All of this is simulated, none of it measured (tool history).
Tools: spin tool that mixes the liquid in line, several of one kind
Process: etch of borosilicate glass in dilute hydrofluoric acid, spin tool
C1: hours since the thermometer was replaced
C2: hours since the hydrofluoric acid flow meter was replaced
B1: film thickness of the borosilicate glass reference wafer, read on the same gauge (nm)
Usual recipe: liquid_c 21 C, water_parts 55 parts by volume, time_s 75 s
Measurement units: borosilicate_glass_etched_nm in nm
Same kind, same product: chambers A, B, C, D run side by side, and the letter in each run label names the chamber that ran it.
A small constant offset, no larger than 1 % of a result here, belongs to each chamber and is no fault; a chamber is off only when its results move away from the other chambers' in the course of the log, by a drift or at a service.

{"run": "1A", "hour": 2.3, "liquid_c": 21, "water_parts": 55, "time_s": 75, "C1": 686.1, "C2": 189.8, "B1": 139.99, "borosilicate_glass_etched_nm": 21.841}
{"run": "2D", "hour": 4.6, "liquid_c": 21, "water_parts": 55, "time_s": 75, "C1": 916.5, "C2": 1380.2, "B1": 140.04, "borosilicate_glass_etched_nm": 21.308}
{"run": "3C", "hour": 8.8, "liquid_c": 21, "water_parts": 55, "time_s": 75, "C1": 457.9, "C2": 974.7, "B1": 140, "borosilicate_glass_etched_nm": 21.303}
{"run": "4B", "hour": 11.8, "liquid_c": 21, "water_parts": 55, "time_s": 75, "C1": 1426.7, "C2": 457.6, "B1": 140.04, "borosilicate_glass_etched_nm": 21.107}
{"run": "5A", "hour": 14.8, "liquid_c": 21, "water_parts": 55, "time_s": 75, "C1": 698.6, "C2": 202.3, "B1": 139.99, "borosilicate_glass_etched_nm": 21.665}
{"run": "6C", "hour": 18.3, "liquid_c": 21, "water_parts": 35, "time_s": 50, "C1": 467.4, "C2": 984.2, "B1": 140.01, "borosilicate_glass_etched_nm": 23.277}
{"run": "7D", "hour": 22.7, "liquid_c": 21, "water_parts": 35, "time_s": 50, "C1": 934.6, "C2": 1398.3, "B1": 140, "borosilicate_glass_etched_nm": 22.692}
{"run": "8B", "hour": 26.5, "liquid_c": 21, "water_parts": 35, "time_s": 50, "C1": 1441.4, "C2": 472.3, "B1": 140.01, "borosilicate_glass_etched_nm": 22.987}
{"run": "9A", "hour": 29.9, "liquid_c": 21, "water_parts": 35, "time_s": 50, "C1": 713.7, "C2": 217.4, "B1": 140.03, "borosilicate_glass_etched_nm": 23.296}
{"run": "10B", "hour": 32.4, "liquid_c": 21, "water_parts": 55, "time_s": 75, "C1": 1447.3, "C2": 478.2, "B1": 140, "borosilicate_glass_etched_nm": 21.351}
{"run": "11D", "hour": 34.9, "liquid_c": 21, "water_parts": 55, "time_s": 75, "C1": 946.8, "C2": 1410.5, "B1": 139.99, "borosilicate_glass_etched_nm": 21.02}
{"run": "12C", "hour": 38.8, "liquid_c": 21, "water_parts": 55, "time_s": 75, "C1": 487.9, "C2": 1004.7, "B1": 139.99, "borosilicate_glass_etched_nm": 21.559}
{"run": "13C", "hour": 42.9, "liquid_c": 21, "water_parts": 55, "time_s": 75, "C1": 492, "C2": 1008.8, "B1": 140, "borosilicate_glass_etched_nm": 21.75}
{"run": "14B", "hour": 45.2, "liquid_c": 21, "water_parts": 55, "time_s": 75, "C1": 1460.1, "C2": 491, "B1": 139.96, "borosilicate_glass_etched_nm": 21.247}
{"run": "15A", "hour": 49.9, "liquid_c": 21, "water_parts": 55, "time_s": 75, "C1": 733.7, "C2": 237.4, "B1": 139.98, "borosilicate_glass_etched_nm": 21.546}
{"run": "16D", "hour": 54.6, "liquid_c": 21, "water_parts": 55, "time_s": 75, "C1": 966.5, "C2": 1430.2, "B1": 140.02, "borosilicate_glass_etched_nm": 21.386}
{"run": "17D", "hour": 57.3, "liquid_c": 21, "water_parts": 55, "time_s": 75, "C1": 969.2, "C2": 1432.9, "B1": 140, "borosilicate_glass_etched_nm": 21.268}
{"run": "18A", "hour": 60.0, "liquid_c": 21, "water_parts": 55, "time_s": 75, "C1": 743.8, "C2": 247.5, "B1": 140.05, "borosilicate_glass_etched_nm": 21.653}
{"run": "19C", "hour": 62.2, "liquid_c": 17, "water_parts": 55, "time_s": 95, "C1": 511.3, "C2": 1028.1, "B1": 140.03, "borosilicate_glass_etched_nm": 23.049}
{"run": "20B", "hour": 66.1, "liquid_c": 17, "water_parts": 55, "time_s": 95, "C1": 1481, "C2": 511.9, "B1": 140.01, "borosilicate_glass_etched_nm": 22.567}
{"run": "21C", "hour": 68.6, "liquid_c": 17, "water_parts": 55, "time_s": 95, "C1": 517.7, "C2": 1034.5, "B1": 139.97, "borosilicate_glass_etched_nm": 22.748}
{"run": "22B", "hour": 71.7, "liquid_c": 17, "water_parts": 55, "time_s": 95, "C1": 1486.6, "C2": 517.5, "B1": 139.95, "borosilicate_glass_etched_nm": 22.248}
{"run": "23A", "hour": 76.3, "liquid_c": 17.5, "water_parts": 30, "time_s": 75, "C1": 760.1, "C2": 263.8, "B1": 139.99, "borosilicate_glass_etched_nm": 34.739}
{"run": "24D", "hour": 78.6, "liquid_c": 17.5, "water_parts": 30, "time_s": 75, "C1": 990.5, "C2": 1454.2, "B1": 140.03, "borosilicate_glass_etched_nm": 34.06}
{"run": "25A", "hour": 80.9, "liquid_c": 17.5, "water_parts": 30, "time_s": 75, "C1": 764.7, "C2": 268.4, "B1": 139.99, "borosilicate_glass_etched_nm": 35.018}
{"run": "26D", "hour": 84.6, "liquid_c": 17.5, "water_parts": 30, "time_s": 75, "C1": 996.5, "C2": 1460.2, "B1": 140, "borosilicate_glass_etched_nm": 33.827}
{"run": "27B", "hour": 86.7, "liquid_c": 21, "water_parts": 55, "time_s": 75, "C1": 1501.6, "C2": 532.5, "B1": 140.05, "borosilicate_glass_etched_nm": 20.696}
{"run": "28C", "hour": 90.2, "liquid_c": 17, "water_parts": 70, "time_s": 75, "C1": 539.3, "C2": 1056.1, "B1": 140, "borosilicate_glass_etched_nm": 14.095}
{"run": "29C", "hour": 93.5, "liquid_c": 17, "water_parts": 70, "time_s": 75, "C1": 542.6, "C2": 1059.4, "B1": 139.97, "borosilicate_glass_etched_nm": 13.843}
{"run": "30A", "hour": 97.9, "liquid_c": 17, "water_parts": 70, "time_s": 75, "C1": 781.7, "C2": 285.4, "B1": 140.01, "borosilicate_glass_etched_nm": 14.035}
{"run": "31D", "hour": 100.2, "liquid_c": 17, "water_parts": 70, "time_s": 75, "C1": 1012.1, "C2": 1475.8, "B1": 139.97, "borosilicate_glass_etched_nm": 14.091}
{"run": "32B", "hour": 102.5, "liquid_c": 21, "water_parts": 55, "time_s": 75, "C1": 1517.4, "C2": 548.3, "B1": 140, "borosilicate_glass_etched_nm": 20.241}
{"run": "33B", "hour": 106.8, "liquid_c": 19, "water_parts": 75, "time_s": 75, "C1": 1521.7, "C2": 552.6, "B1": 140.04, "borosilicate_glass_etched_nm": 13.629}
{"run": "34A", "hour": 109.0, "liquid_c": 19, "water_parts": 75, "time_s": 75, "C1": 792.8, "C2": 296.5, "B1": 140.06, "borosilicate_glass_etched_nm": 14.017}
{"run": "35D", "hour": 111.7, "liquid_c": 19, "water_parts": 75, "time_s": 75, "C1": 1023.6, "C2": 1487.3, "B1": 139.98, "borosilicate_glass_etched_nm": 14.199}
{"run": "36C", "hour": 116.0, "liquid_c": 19, "water_parts": 75, "time_s": 75, "C1": 565.1, "C2": 1081.9, "B1": 139.99, "borosilicate_glass_etched_nm": 13.983}
{"run": "37B", "hour": 118.3, "liquid_c": 21, "water_parts": 55, "time_s": 75, "C1": 1533.2, "C2": 564.1, "B1": 140.01, "borosilicate_glass_etched_nm": 20.486}
{"run": "38A", "hour": 122.9, "liquid_c": 21, "water_parts": 55, "time_s": 75, "C1": 806.7, "C2": 310.4, "B1": 139.99, "borosilicate_glass_etched_nm": 21.185}
{"hour": 124.9, "done": "chamber D: thermometer replaced"}
{"run": "39D", "hour": 126.4, "liquid_c": 21, "water_parts": 55, "time_s": 75, "C1": 1.6, "C2": 1502, "B1": 139.97, "borosilicate_glass_etched_nm": 21.291}
{"run": "40C", "hour": 130.3, "liquid_c": 21, "water_parts": 55, "time_s": 75, "C1": 579.4, "C2": 1096.2, "B1": 140.03, "borosilicate_glass_etched_nm": 21.406}
{"run": "41C", "hour": 134.6, "liquid_c": 21, "water_parts": 55, "time_s": 75, "C1": 583.7, "C2": 1100.5, "B1": 139.98, "borosilicate_glass_etched_nm": 21.421}

Predict what each chamber gives when all 4 of them run the settings below next.
{"run": "42A", "hour": 138.0, "liquid_c": 21, "water_parts": 55, "time_s": 75, "borosilicate_glass_etched_nm": "?"}
{"run": "42B", "hour": 138.0, "liquid_c": 21, "water_parts": 55, "time_s": 75, "borosilicate_glass_etched_nm": "?"}
{"run": "42C", "hour": 138.0, "liquid_c": 21, "water_parts": 55, "time_s": 75, "borosilicate_glass_etched_nm": "?"}
{"run": "42D", "hour": 138.0, "liquid_c": 21, "water_parts": 55, "time_s": 75, "borosilicate_glass_etched_nm": "?"}

run=42A borosilicate_glass_etched_nm=21.535
run=42B borosilicate_glass_etched_nm=20.297
run=42C borosilicate_glass_etched_nm=21.535
run=42D borosilicate_glass_etched_nm=21.478
